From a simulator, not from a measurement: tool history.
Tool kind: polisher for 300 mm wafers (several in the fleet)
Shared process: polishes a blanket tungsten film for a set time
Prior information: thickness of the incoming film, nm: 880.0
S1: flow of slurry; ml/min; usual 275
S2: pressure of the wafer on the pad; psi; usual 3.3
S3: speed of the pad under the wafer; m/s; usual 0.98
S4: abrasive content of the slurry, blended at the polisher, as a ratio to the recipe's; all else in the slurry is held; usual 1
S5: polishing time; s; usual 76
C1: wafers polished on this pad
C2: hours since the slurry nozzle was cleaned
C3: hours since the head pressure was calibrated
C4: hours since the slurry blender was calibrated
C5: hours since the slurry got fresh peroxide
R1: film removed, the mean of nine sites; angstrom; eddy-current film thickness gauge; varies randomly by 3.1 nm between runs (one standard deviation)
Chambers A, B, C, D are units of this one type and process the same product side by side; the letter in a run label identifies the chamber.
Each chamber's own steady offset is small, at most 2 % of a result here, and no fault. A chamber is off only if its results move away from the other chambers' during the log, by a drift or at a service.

run   hour   S1   S2    S3   S4  S5    C1     C2     C3     C4     C5      R1
       1.4  -- chamber C: worn pad replaced by a new one
 1D     12  275  3.3  0.98    1  76   620     94  167.1   25.6  138.1  3036.3
      13.2  -- chamber A: slurry blender recalibrated
      25.7  -- chamber D: slurry tank refilled with fresh slurry and peroxide
 2C   25.9  275  3.3  0.98    1  76   285  365.4  257.4   76.5     57  2920.2
      28.1  -- chamber D: worn pad replaced by a new one
      29.8  -- chamber B: slurry nozzle cleaned
 3A   39.4  275  3.3  0.98    1  76   463  158.7  254.6   26.3   43.4  2961.9
 4B   51.7  275  3.3  0.98    1  76   773   21.9  625.5  389.8   65.2  2930.8
        59  -- chamber B: slurry tank refilled with fresh slurry and peroxide
 5B   65.3  275  3.3  0.98    1  76   932   35.5  639.1  403.4    6.4  2926.9
      71.4  -- chamber C: slurry tank refilled with fresh slurry and peroxide
      72.4  -- chamber B: slurry blender recalibrated
      77.1  -- chamber C: worn pad replaced by a new one
 6C   77.2  360  3.3  0.98  0.7  76     1  416.7  308.7  127.8    5.9  2721.7
      84.2  -- chamber D: slurry blender recalibrated
      90.9  -- chamber A: slurry tank refilled with fresh slurry and peroxide
 7A   90.9  360  3.3  0.98  0.7  76  1064  210.2  306.1   77.8    0.1  2828.6
 8D   97.3  360  3.3  0.98  0.7  76   807  179.3  252.4   13.2   71.6  2803.8
     100.4  -- chamber A: worn pad replaced by a new one
 9C    105  360  3.3  0.98  0.7  76   325  444.5  336.5  155.6   33.7  2764.2
     109.3  -- chamber D: worn pad replaced by a new one
10A  115.3  275  3.3  0.98    1  61   174  234.6  330.5  102.2   24.5  2369.8
     118.4  -- chamber C: slurry blender recalibrated
     123.3  -- chamber B: worn pad replaced by a new one
     125.7  -- chamber A: slurry blender recalibrated
     128.1  -- chamber B: head pressure recalibrated
11D  128.1  275  3.3  0.98    1  61   220  210.1  283.2     44  102.4  2438.4
     135.4  -- chamber B: slurry tank refilled with fresh slurry and peroxide
12B  136.2  275  3.3  0.98    1  61   150  106.4    8.1   63.9    0.9  2331.1
13B    148  275  3.3  0.98    1  61   288  118.2   19.9   75.7   12.7    2358
     153.7  -- chamber C: worn pad replaced by a new one
14D    160  275  3.3  0.98    1  76   592    242  315.1   75.9  134.3  3008.7
15C  166.5  275  3.3  0.98    1  76   149    506    398   48.2   95.2  2896.5
       167  -- chamber C: slurry tank refilled with fresh slurry and peroxide
       172  -- chamber A: slurry nozzle cleaned
16A  179.9  315  3.3  0.98  0.7  76   927    7.9  395.1   54.3   89.1    2791
     184.4  -- chamber A: slurry tank refilled with fresh slurry and peroxide
     185.2  -- chamber D: worn pad replaced by a new one
     186.8  -- chamber A: head pressure recalibrated
17D  189.4  315  3.3  0.98  0.7  76    49  271.4  344.5  105.3  163.7  2767.3
     195.9  -- chamber D: slurry blender recalibrated
18B  197.7  315  3.3  0.98  0.7  76   867  167.9   69.6  125.4   62.4  2712.1
19A    207  315  3.3  0.98  0.7  76  1243     35   20.2   81.4   22.7  2712.3
     212.1  -- chamber D: slurry tank refilled with fresh slurry and peroxide
     213.7  -- chamber B: slurry tank refilled with fresh slurry and peroxide
     220.5  -- chamber D: slurry nozzle cleaned
20C  220.7  275  3.3  0.98    1  76   781  560.2  452.2  102.4   53.7  2912.4
     221.5  -- chamber A: worn pad replaced by a new one
     226.3  -- chamber A: slurry blender recalibrated
21B  231.7  275  3.3  0.98    1  76  1264  201.9  103.6  159.4   18.1  2940.5
       234  -- chamber B: worn pad replaced by a new one
     235.9  -- chamber C: worn pad replaced by a new one
       240  -- chamber C: slurry nozzle cleaned
22D  244.3  185  3.3  0.98    1  76   689   23.8  399.4   48.5   32.2  2835.9
23A  251.5  185  3.3  0.98    1  76   350   79.5   64.7   25.3   67.2    2818
24C  262.7  185  3.3  0.98    1  76   313   22.7  494.2  144.4   95.7  2845.3
     263.3  -- chamber D: worn pad replaced by a new one
     274.4  -- chamber C: slurry tank refilled with fresh slurry and peroxide
25C  275.6  185  3.3  0.98    1  76   464   35.6  507.1  157.3    1.3  2841.1
26B  288.3  275  3.3  1.16    1  56   633  258.5  160.2    216   74.7  2496.3
     288.7  -- chamber B: slurry tank refilled with fresh slurry and peroxide
     297.6  -- chamber A: slurry tank refilled with fresh slurry and peroxide
     297.7  -- chamber D: slurry blender recalibrated
27D  300.1  275  3.3  1.16    1  56   429   79.6  455.2    2.5     88  2652.6
28A  308.5  275  3.3  1.16    1  56  1015  136.5  121.7   82.3     11  2554.7
29C  317.7  275  3.3  1.16    1  56   955   77.7  549.2  199.4   43.4  2635.5
     321.8  -- chamber C: worn pad replaced by a new one
     322.8  -- chamber A: worn pad replaced by a new one
30D  326.5  275  3.3  0.98    1  76   737    106  481.6   28.9  114.4  2970.2
     332.3  -- chamber D: worn pad replaced by a new one
     333.5  -- chamber C: slurry blender recalibrated
     334.4  -- chamber A: slurry blender recalibrated
31A  340.3  275  3.3  0.98    1  76   205  168.3  153.5      6   42.8  3011.1
32B  350.1  275  3.3  0.98    1  76  1354  320.3    222  277.8   61.4  2919.4
33C  361.4  275  3.3  0.98    1  76   462  121.4  592.9   27.9   87.1  2969.7
34A  368.4  275  3.3  0.98    1  76   532  196.4  181.6   34.1   70.9  2943.7
35D  380.9  275  3.3  0.98    1  76   567  160.4    536   83.3  168.8  2990.2

One chamber off, gauge drift, or nothing amiss beyond the chambers' own small offsets? If it is a chamber, which one, and what is the likeliest cause?

Beyond each chamber's small constant offset nothing stands out, and the gauge stays steady.
